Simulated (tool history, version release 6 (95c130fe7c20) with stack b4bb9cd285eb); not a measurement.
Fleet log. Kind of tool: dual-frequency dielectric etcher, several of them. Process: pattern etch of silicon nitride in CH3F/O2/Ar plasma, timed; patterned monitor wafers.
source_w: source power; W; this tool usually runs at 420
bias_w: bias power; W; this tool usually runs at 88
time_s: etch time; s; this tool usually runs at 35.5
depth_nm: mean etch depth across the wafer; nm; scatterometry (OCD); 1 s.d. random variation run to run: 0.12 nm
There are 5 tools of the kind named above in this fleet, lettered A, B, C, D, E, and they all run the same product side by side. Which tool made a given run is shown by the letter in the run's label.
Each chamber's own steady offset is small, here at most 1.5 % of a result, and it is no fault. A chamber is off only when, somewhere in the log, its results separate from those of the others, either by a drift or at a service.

| run | hour | source_w | bias_w | time_s | hours since the last wet clean | hours since the last source power generator calibration | hours since the last bias power generator calibration | read-back reference wafer on the same gauge, depth_nm | depth_nm |
|---|---|---|---|---|---|---|---|---|---|
| 1D | 12.3 | 420 | 88 | 35.5 | 226.0 | 2246.8 | 735.9 | 32.401 | 26.968 |
| 2E | 24.8 | 420 | 88 | 35.5 | 301.1 | 2656.4 | 113.5 | 32.433 | 27.111 |
| 3C | 37.8 | 420 | 88 | 35.5 | 422.1 | 808.5 | 1455.1 | 32.371 | 27.191 |
| 4B | 44.8 | 420 | 88 | 35.5 | 234.9 | 1990.0 | 655.0 | 32.391 | 27.058 |
| 5A | 59.7 | 420 | 88 | 35.5 | 211.3 | 3274.3 | 1414.0 | 32.420 | 26.737 |
| 6D | 69.6 | 420 | 88 | 27.5 | 283.3 | 2304.1 | 793.2 | 32.415 | 20.907 |
| 7C | 81.6 | 420 | 88 | 27.5 | 465.9 | 852.3 | 1498.9 | 32.415 | 21.228 |
| 8E | 94.4 | 420 | 88 | 27.5 | 370.7 | 2726.0 | 183.1 | 32.399 | 20.935 |
| 9A | 104.4 | 420 | 88 | 27.5 | 256.0 | 3319.0 | 1458.7 | 32.389 | 20.878 |
|  | 105.4 | chamber A: source power generator calibrated |
| 10B | 112.0 | 420 | 88 | 27.5 | 302.1 | 2057.2 | 722.2 | 32.419 | 21.069 |
|  | 118.2 | chamber B: source power generator calibrated |
| 11E | 119.6 | 420 | 88 | 35.5 | 395.9 | 2751.2 | 208.3 | 32.404 | 27.009 |
| 12B | 127.3 | 420 | 88 | 35.5 | 317.4 | 9.2 | 737.5 | 32.391 | 27.379 |
| 13A | 136.4 | 420 | 108 | 35.5 | 288.0 | 31.0 | 1490.7 | 32.404 | 29.049 |
| 14D | 144.7 | 420 | 108 | 35.5 | 358.4 | 2379.2 | 868.3 | 32.357 | 28.887 |
| 15C | 160.3 | 420 | 108 | 35.5 | 544.6 | 931.0 | 1577.6 | 32.391 | 29.410 |
| 16A | 171.7 | 420 | 108 | 35.5 | 323.3 | 66.3 | 1526.0 | 32.401 | 28.980 |
|  | 178.6 | chamber D: wet clean of the chamber |
| 17E | 184.1 | 420 | 108 | 35.5 | 460.4 | 2815.7 | 272.8 | 32.395 | 29.188 |
| 18C | 192.9 | 420 | 88 | 35.5 | 577.2 | 963.6 | 1610.2 | 32.361 | 27.195 |
| 19D | 199.8 | 420 | 88 | 35.5 | 21.2 | 2434.3 | 923.4 | 32.385 | 28.292 |
|  | 205.1 | chamber C: wet clean of the chamber |
| 20B | 208.4 | 420 | 88 | 35.5 | 398.5 | 90.3 | 818.6 | 32.416 | 27.123 |
|  | 220.2 | chamber E: wet clean of the chamber |
| 21A | 220.6 | 420 | 88 | 35.5 | 372.2 | 115.2 | 1574.9 | 32.394 | 26.899 |
| 22D | 235.5 | 370 | 88 | 41.5 | 56.9 | 2470.0 | 959.1 | 32.394 | 31.358 |
| 23B | 247.7 | 370 | 88 | 41.5 | 437.8 | 129.6 | 857.9 | 32.443 | 30.457 |
| 24C | 259.3 | 370 | 88 | 41.5 | 54.2 | 1030.0 | 1676.6 | 32.403 | 30.475 |
| 25E | 271.4 | 370 | 88 | 41.5 | 51.3 | 2903.0 | 360.1 | 32.397 | 30.053 |
| 26B | 279.0 | 370 | 88 | 41.5 | 469.1 | 160.9 | 889.2 | 32.378 | 30.156 |
| 27C | 290.2 | 420 | 88 | 35.5 | 85.1 | 1060.9 | 1707.5 | 32.399 | 27.469 |
|  | 300.4 | chamber D: source power generator calibrated |
| 28A | 304.3 | 420 | 88 | 35.5 | 455.9 | 198.9 | 1658.6 | 32.439 | 27.041 |
| 29E | 316.2 | 420 | 88 | 35.5 | 96.1 | 2947.8 | 404.9 | 32.402 | 27.217 |
| 30D | 328.9 | 420 | 78 | 35.5 | 150.3 | 28.5 | 1052.5 | 32.352 | 27.367 |
| 31B | 337.7 | 420 | 78 | 35.5 | 527.8 | 219.6 | 947.9 | 32.373 | 26.250 |
| 32A | 348.5 | 420 | 78 | 35.5 | 500.1 | 243.1 | 1702.8 | 32.363 | 25.869 |
| 33C | 356.3 | 420 | 78 | 35.5 | 151.2 | 1127.0 | 1773.6 | 32.372 | 26.098 |
| 34E | 370.0 | 420 | 78 | 35.5 | 149.9 | 3001.6 | 458.7 | 32.409 | 25.995 |
|  | 379.1 | chamber B: wet clean of the chamber |
| 35D | 382.2 | 420 | 88 | 35.5 | 203.6 | 81.8 | 1105.8 | 32.381 | 28.422 |
| 36C | 389.8 | 420 | 88 | 35.5 | 184.7 | 1160.5 | 1807.1 | 32.385 | 27.113 |
| 37D | 398.4 | 420 | 88 | 35.5 | 219.8 | 98.0 | 1122.0 | 32.409 | 28.316 |
| 38E | 406.5 | 420 | 88 | 35.5 | 186.4 | 3038.1 | 495.2 | 32.367 | 26.796 |
| 39B | 417.0 | 420 | 88 | 35.5 | 38.0 | 298.9 | 1027.2 | 32.392 | 27.263 |
| 40A | 425.0 | 420 | 88 | 35.5 | 576.6 | 319.6 | 1779.3 | 32.368 | 27.016 |
| 41B | 437.4 | 420 | 88 | 35.5 | 58.4 | 319.3 | 1047.6 | 32.389 | 27.191 |
| 42D | 450.8 | 420 | 88 | 35.5 | 272.2 | 150.4 | 1174.4 | 32.415 | 28.206 |
|  | 458.4 | chamber A: wet clean of the chamber |
| 43A | 460.4 | 420 | 88 | 35.5 | 2.0 | 355.0 | 1814.7 | 32.396 | 26.975 |
| 44E | 475.8 | 420 | 88 | 35.5 | 255.7 | 3107.4 | 564.5 | 32.385 | 27.096 |

Is one chamber out of step, is the gauge drifting, or do the chambers differ by no more than their own small offsets? For an off chamber, give its letter and the likeliest cause.

Chamber D came out of a service off from its peers and stayed that way.
Cause: etch rate over this chamber's usual, % = 5.3.

Which of the 4 candidates below, each the usual settings with something changed and its results left as question marks, puts chamber D back in line with what the other chambers give on the usual settings?
In line here means within this much of the mean the other chambers give on the usual settings: depth_nm 0.420 nm
| 45D-1 | 487.3 | 470 | 88 | 35.5 |  |  |  |  | ? |
| 45D-2 | 487.3 | 350 | 88 | 35.5 |  |  |  |  | ? |
| 45D-3 | 487.3 | 420 | 106 | 35.5 |  |  |  |  | ? |
| 45D-4 | 487.3 | 420 | 78 | 35.5 |  |  |  |  | ? |

The mean the other chambers reach with the usual settings: depth_nm 27.114 nm
| run | depth_nm |
|---|---|
| 45D-1 | 29.535 |
| 45D-2 | 26.399 |
| 45D-3 | 30.267 |
| 45D-4 | 27.122 |
The answer is 45D-4, which returns the chamber to within the allowed miss of the others.
